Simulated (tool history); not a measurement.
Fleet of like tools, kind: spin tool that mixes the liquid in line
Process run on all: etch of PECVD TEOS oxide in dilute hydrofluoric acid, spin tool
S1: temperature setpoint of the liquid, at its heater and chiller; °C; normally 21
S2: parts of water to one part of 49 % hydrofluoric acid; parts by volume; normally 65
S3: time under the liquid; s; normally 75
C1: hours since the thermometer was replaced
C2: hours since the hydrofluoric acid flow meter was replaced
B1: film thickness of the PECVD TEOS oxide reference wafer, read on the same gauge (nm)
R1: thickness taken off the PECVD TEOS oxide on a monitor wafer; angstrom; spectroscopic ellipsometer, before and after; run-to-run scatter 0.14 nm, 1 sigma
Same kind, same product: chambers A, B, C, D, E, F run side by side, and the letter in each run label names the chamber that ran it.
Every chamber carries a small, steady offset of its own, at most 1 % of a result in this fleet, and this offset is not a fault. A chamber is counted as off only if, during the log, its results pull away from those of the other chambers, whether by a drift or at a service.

{"run": "1C", "day": 0.425, "S1": 21, "S2": 65, "S3": 75, "C1": 565.7, "C2": 612.4, "B1": 109.98, "R1": 301.81}
{"run": "2B", "day": 0.938, "S1": 21, "S2": 65, "S3": 75, "C1": 787.4, "C2": 247.2, "B1": 110.01, "R1": 302.89}
{"run": "3F", "day": 1.408, "S1": 21, "S2": 65, "S3": 75, "C1": 933.7, "C2": 275.2, "B1": 110.01, "R1": 303.55}
{"run": "4E", "day": 1.9, "S1": 21, "S2": 65, "S3": 75, "C1": 1537.5, "C2": 1033.7, "B1": 110, "R1": 297.31}
{"run": "5A", "day": 2.371, "S1": 17, "S2": 45, "S3": 75, "C1": 1275, "C2": 109.2, "B1": 110.01, "R1": 369.28}
{"run": "6D", "day": 2.717, "S1": 17, "S2": 45, "S3": 75, "C1": 1517.7, "C2": 708.7, "B1": 109.99, "R1": 370.41}
{"run": "7D", "day": 3.062, "S1": 17, "S2": 45, "S3": 75, "C1": 1526, "C2": 717, "B1": 109.99, "R1": 372.28}
{"run": "8E", "day": 3.442, "S1": 17, "S2": 45, "S3": 75, "C1": 1574.5, "C2": 1070.7, "B1": 110.02, "R1": 375.08}
{"day": 3.575, "done": "chamber C: thermometer replaced"}
{"run": "9B", "day": 3.817, "S1": 17, "S2": 45, "S3": 75, "C1": 856.5, "C2": 316.3, "B1": 109.99, "R1": 371.39}
{"day": 3.904, "done": "chamber E: hydrofluoric acid flow meter replaced"}
{"run": "10A", "day": 4.196, "S1": 17, "S2": 45, "S3": 75, "C1": 1318.8, "C2": 153, "B1": 110.01, "R1": 368.69}
{"run": "11F", "day": 4.621, "S1": 21, "S2": 65, "S3": 75, "C1": 1010.8, "C2": 352.3, "B1": 110, "R1": 301.89}
{"run": "12C", "day": 5.05, "S1": 21, "S2": 65, "S3": 75, "C1": 35.5, "C2": 723.4, "B1": 110, "R1": 299.54}
{"run": "13F", "day": 5.35, "S1": 21, "S2": 65, "S3": 75, "C1": 1028.3, "C2": 369.8, "B1": 110.03, "R1": 304.59}
{"run": "14D", "day": 5.679, "S1": 21, "S2": 65, "S3": 75, "C1": 1588.8, "C2": 779.8, "B1": 110, "R1": 300.58}
{"run": "15A", "day": 6.212, "S1": 24, "S2": 65, "S3": 30, "C1": 1367.2, "C2": 201.4, "B1": 110, "R1": 134.82}
{"run": "16B", "day": 6.683, "S1": 24, "S2": 65, "S3": 30, "C1": 925.3, "C2": 385.1, "B1": 110.01, "R1": 136.39}
{"run": "17C", "day": 7.192, "S1": 24, "S2": 65, "S3": 30, "C1": 86.9, "C2": 774.8, "B1": 110.01, "R1": 134.86}
{"run": "18E", "day": 7.467, "S1": 24, "S2": 65, "S3": 30, "C1": 1671.1, "C2": 85.5, "B1": 109.99, "R1": 134.86}
{"run": "19D", "day": 7.846, "S1": 24, "S2": 65, "S3": 30, "C1": 1640.8, "C2": 831.8, "B1": 110.02, "R1": 135.01}
{"run": "20C", "day": 8.1, "S1": 24, "S2": 65, "S3": 30, "C1": 108.7, "C2": 796.6, "B1": 110.01, "R1": 134.28}
{"run": "21F", "day": 8.371, "S1": 21, "S2": 65, "S3": 75, "C1": 1100.8, "C2": 442.3, "B1": 110.01, "R1": 304.64}
{"run": "22B", "day": 8.671, "S1": 21, "S2": 65, "S3": 75, "C1": 973, "C2": 432.8, "B1": 110, "R1": 300.48}
{"run": "23A", "day": 9.096, "S1": 21, "S2": 65, "S3": 75, "C1": 1436.4, "C2": 270.6, "B1": 109.99, "R1": 302.63}
{"run": "24E", "day": 9.654, "S1": 21, "S2": 65, "S3": 75, "C1": 1723.6, "C2": 138, "B1": 110.02, "R1": 298.23}
{"run": "25C", "day": 10.175, "S1": 21, "S2": 65, "S3": 75, "C1": 158.5, "C2": 846.4, "B1": 109.99, "R1": 293.32}
{"run": "26B", "day": 10.512, "S1": 21, "S2": 45, "S3": 35, "C1": 1017.2, "C2": 477, "B1": 110.01, "R1": 206.39}
{"day": 10.621, "done": "chamber A: thermometer replaced"}
{"run": "27D", "day": 11.038, "S1": 21, "S2": 45, "S3": 35, "C1": 1717.4, "C2": 908.4, "B1": 110.03, "R1": 206.04}
{"run": "28F", "day": 11.55, "S1": 21, "S2": 45, "S3": 35, "C1": 1177.1, "C2": 518.6, "B1": 109.98, "R1": 211.42}
{"day": 11.779, "done": "chamber B: hydrofluoric acid flow meter replaced"}
{"run": "29E", "day": 11.85, "S1": 21, "S2": 45, "S3": 35, "C1": 1776.3, "C2": 190.7, "B1": 110.02, "R1": 205.99}
{"day": 12.083, "done": "chamber E: thermometer replaced"}
{"run": "30A", "day": 12.183, "S1": 21, "S2": 45, "S3": 35, "C1": 37.5, "C2": 344.7, "B1": 109.99, "R1": 206.95}
{"run": "31F", "day": 12.504, "S1": 21, "S2": 45, "S3": 35, "C1": 1200, "C2": 541.5, "B1": 110.01, "R1": 211.79}
{"run": "32C", "day": 12.871, "S1": 21, "S2": 65, "S3": 75, "C1": 223.2, "C2": 911.1, "B1": 110.01, "R1": 289.86}
{"run": "33E", "day": 13.275, "S1": 26, "S2": 65, "S3": 100, "C1": 28.7, "C2": 224.9, "B1": 110.01, "R1": 492.12}
{"run": "34B", "day": 13.792, "S1": 26, "S2": 65, "S3": 100, "C1": 1095.9, "C2": 48.3, "B1": 110, "R1": 488.87}
{"day": 14.171, "done": "chamber D: hydrofluoric acid flow meter replaced"}
{"run": "35A", "day": 14.25, "S1": 26, "S2": 65, "S3": 100, "C1": 87.1, "C2": 394.3, "B1": 110, "R1": 489.96}
{"run": "36D", "day": 14.692, "S1": 26, "S2": 65, "S3": 100, "C1": 1805.1, "C2": 12.5, "B1": 110.03, "R1": 491.77}

Does one chamber stand apart from the rest, does the shared gauge drift, or is all well apart from small per-chamber offsets? Give the chamber and the most likely cause, where there is one.

It is chamber C that slowly wanders off from its peers.
Most likely cause: hydrofluoric acid flow below the setpoint (%) = 4.94.

Chamber C could run next with any of the 4 candidate recipes listed below; each alters the usual settings, and their results appear as question marks. Which one brings its results back in line with what the other chambers deliver on the usual settings?
Maximum distance from the other chambers' mean on the usual settings for a result to count as in line: R1 4.8 angstrom
{"run": "37C-1", "day": 15.096, "S1": 22, "S2": 65, "S3": 75, "R1": "?"}
{"run": "37C-2", "day": 15.096, "S1": 21, "S2": 60, "S3": 75, "R1": "?"}
{"run": "37C-3", "day": 15.096, "S1": 20.5, "S2": 65, "S3": 70, "R1": "?"}
{"run": "37C-4", "day": 15.096, "S1": 20, "S2": 65, "S3": 75, "R1": "?"}

Average result of the remaining chambers running the usual settings: R1 300.4 angstrom
run=37C-1 R1=299.45
run=37C-2 R1=313.21
run=37C-3 R1=262.94
run=37C-4 R1=276.01
The right change is 37C-1: it brings the chamber back within the allowed miss of the others.
